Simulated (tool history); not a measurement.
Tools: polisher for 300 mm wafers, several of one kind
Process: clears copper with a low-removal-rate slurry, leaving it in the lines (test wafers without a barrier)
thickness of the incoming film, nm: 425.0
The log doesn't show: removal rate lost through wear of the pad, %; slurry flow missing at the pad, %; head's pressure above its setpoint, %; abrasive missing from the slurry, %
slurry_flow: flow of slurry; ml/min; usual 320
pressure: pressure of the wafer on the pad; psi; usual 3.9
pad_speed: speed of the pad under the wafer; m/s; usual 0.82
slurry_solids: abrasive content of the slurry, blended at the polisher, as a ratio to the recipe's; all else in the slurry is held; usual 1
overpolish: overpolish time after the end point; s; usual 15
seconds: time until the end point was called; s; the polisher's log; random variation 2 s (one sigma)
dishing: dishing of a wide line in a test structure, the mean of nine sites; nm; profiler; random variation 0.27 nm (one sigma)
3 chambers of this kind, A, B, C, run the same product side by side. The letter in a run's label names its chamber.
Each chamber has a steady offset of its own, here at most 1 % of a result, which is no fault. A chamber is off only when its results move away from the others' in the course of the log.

run,day,slurry_flow,pressure,pad_speed,slurry_solids,overpolish,wafers polished on this pad,hours since the slurry nozzle was cleaned,hours since the head pressure was calibrated,hours since the slurry blender was calibrated,seconds,dishing
1C,0.433,320,3.9,0.82,1,15,114,113.1,267.9,72.3,153.47,23.539
# day 0.662: chamber B: worn pad replaced by a new one
2A,0.821,320,3.9,0.82,1,15,231,498.5,662,115.6,154.59,23.467
# day 1.358: chamber B: head pressure recalibrated
3B,1.379,320,3.9,0.82,1,15,101,258.5,0.6,230.8,149.61,23.263
4B,1.838,320,3.9,0.82,1,15,165,269.5,11.6,241.8,152.21,23.745
# day 2.283: chamber A: slurry blender recalibrated
5C,2.333,320,3.9,0.82,1,15,380,158.7,313.5,117.9,152.87,23.561
# day 2.683: chamber A: slurry nozzle cleaned
6A,2.9,320,3.9,0.82,1,15,523,5.2,711.9,14.9,153.97,23.645
7C,3.342,320,3.9,0.82,1,7,522,182.9,337.7,142.1,154.2,13.228
8B,3.633,320,3.9,0.82,1,7,417,312.6,54.7,284.9,154.02,13.213
# day 3.875: chamber C: slurry nozzle cleaned
9A,4.117,320,3.9,0.82,1,7,693,34.4,741.1,44.1,156.24,12.995
# day 4.371: chamber C: head pressure recalibrated
10C,4.55,320,3.9,0.82,1,15,691,16.3,4.3,171.1,157.38,23.911
11A,4.925,320,3.9,0.82,1,15,807,53.8,760.5,63.5,152.36,23.96
# day 5.033: chamber B: worn pad replaced by a new one
12B,5.429,320,3.9,0.82,1,15,56,355.7,97.8,328,153.24,23.692
13A,5.962,320,3.9,0.82,1,15,952,78.7,785.4,88.4,158.56,23.585
14B,6.271,320,3.9,0.82,1,15,174,375.9,118,348.2,154.2,23.594
15C,6.742,320,3.9,0.82,1,15,999,68.9,56.9,223.7,156.67,23.813
16A,7.2,320,3.9,0.82,1,15,1126,108.4,815.1,118.1,154.19,23.094
# day 7.254: chamber A: worn pad replaced by a new one
17C,7.75,320,3.9,0.82,1,15,1140,93.1,81.1,247.9,157.08,23.461
18B,8.083,320,3.9,0.82,1,15,428,419.4,161.5,391.7,156.2,23.63
# day 8.246: chamber C: slurry blender recalibrated
19C,8.479,320,3.9,0.82,1,15,1242,110.6,98.6,5.6,155.31,23.543
# day 8.962: chamber A: slurry blender recalibrated
20A,9.033,320,3.9,0.82,1,15,249,152.4,859.1,1.8,158.96,23.649
# day 9.571: chamber B: worn pad replaced by a new one
21B,9.612,320,3.9,0.82,1,15,6,456.1,198.2,428.4,158.45,23.5
# day 9.7: chamber C: worn pad replaced by a new one
22B,10.154,320,3.9,0.82,1,15,82,469.1,211.2,441.4,158.13,23.298
# day 10.583: chamber B: slurry nozzle cleaned
23A,10.646,320,3.9,0.82,1,15,475,191.1,897.8,40.5,159.1,23.8
24C,11.008,320,3.9,0.82,1,15,184,171.3,159.3,66.3,154.91,23.762
25A,11.362,320,3.9,0.82,1,15,576,208.3,915,57.7,155.88,23.653
26C,11.917,320,3.9,0.82,1,15,311,193.1,181.1,88.1,158.91,23.396
27B,12.192,320,3.9,0.82,1,15,368,38.6,260.1,490.3,160.49,23.488
28B,12.562,320,3.9,0.82,1,15,420,47.5,269,499.2,162.64,23.031
# day 12.821: chamber C: slurry nozzle cleaned
29A,13.1,320,3.9,0.82,1,15,820,250,956.7,99.4,153.99,24.104
30C,13.383,320,3.9,0.82,1,15,517,13.5,216.3,123.3,157.49,23.779
31C,13.654,320,3.9,0.82,1,15,555,20,222.8,129.8,156.47,24.125
# day 13.962: chamber B: worn pad replaced by a new one
32A,14.225,320,3.9,0.82,1,15,978,277,983.7,126.4,158.67,23.111
# day 14.592: chamber A: worn pad replaced by a new one
33B,14.788,320,3.9,0.82,1,15,116,100.9,322.4,552.6,165.25,22.609
34B,15.238,320,3.9,0.82,1,15,179,111.7,333.2,563.4,161.93,22.788
# day 15.258: chamber A: slurry blender recalibrated
35A,15.542,320,3.9,0.82,1,15,133,308.6,1015.3,6.9,155.15,23.61
36C,15.858,320,3.9,0.82,1,15,864,72.9,275.7,182.7,157.19,23.985
37A,16.229,320,3.9,0.82,1,15,229,325.1,1031.8,23.4,157.61,22.916
38B,16.571,320,3.9,0.82,1,15,366,143.7,365.2,595.4,164.51,22.779
39C,17.033,320,3.9,0.82,1,15,1029,101.1,303.9,210.9,154.41,23.501
40B,17.496,320,3.9,0.82,1,15,496,165.9,387.4,617.6,168.78,22.766
41C,17.971,320,3.9,0.82,1,15,1160,123.6,326.4,233.4,155.5,23.614
42A,18.525,320,3.9,0.82,1,15,551,380.2,1086.9,78.5,154.71,23.921

Next, every chamber runs the same settings. What will each give?
43A,18.946,320,3.9,0.82,1,15,,,,,?,?
43B,18.946,320,3.9,0.82,1,15,,,,,?,?
43C,18.946,320,3.9,0.82,1,15,,,,,?,?

run,seconds,dishing
43A,156.03,23.626
43B,167.67,22.742
43C,159.32,23.545
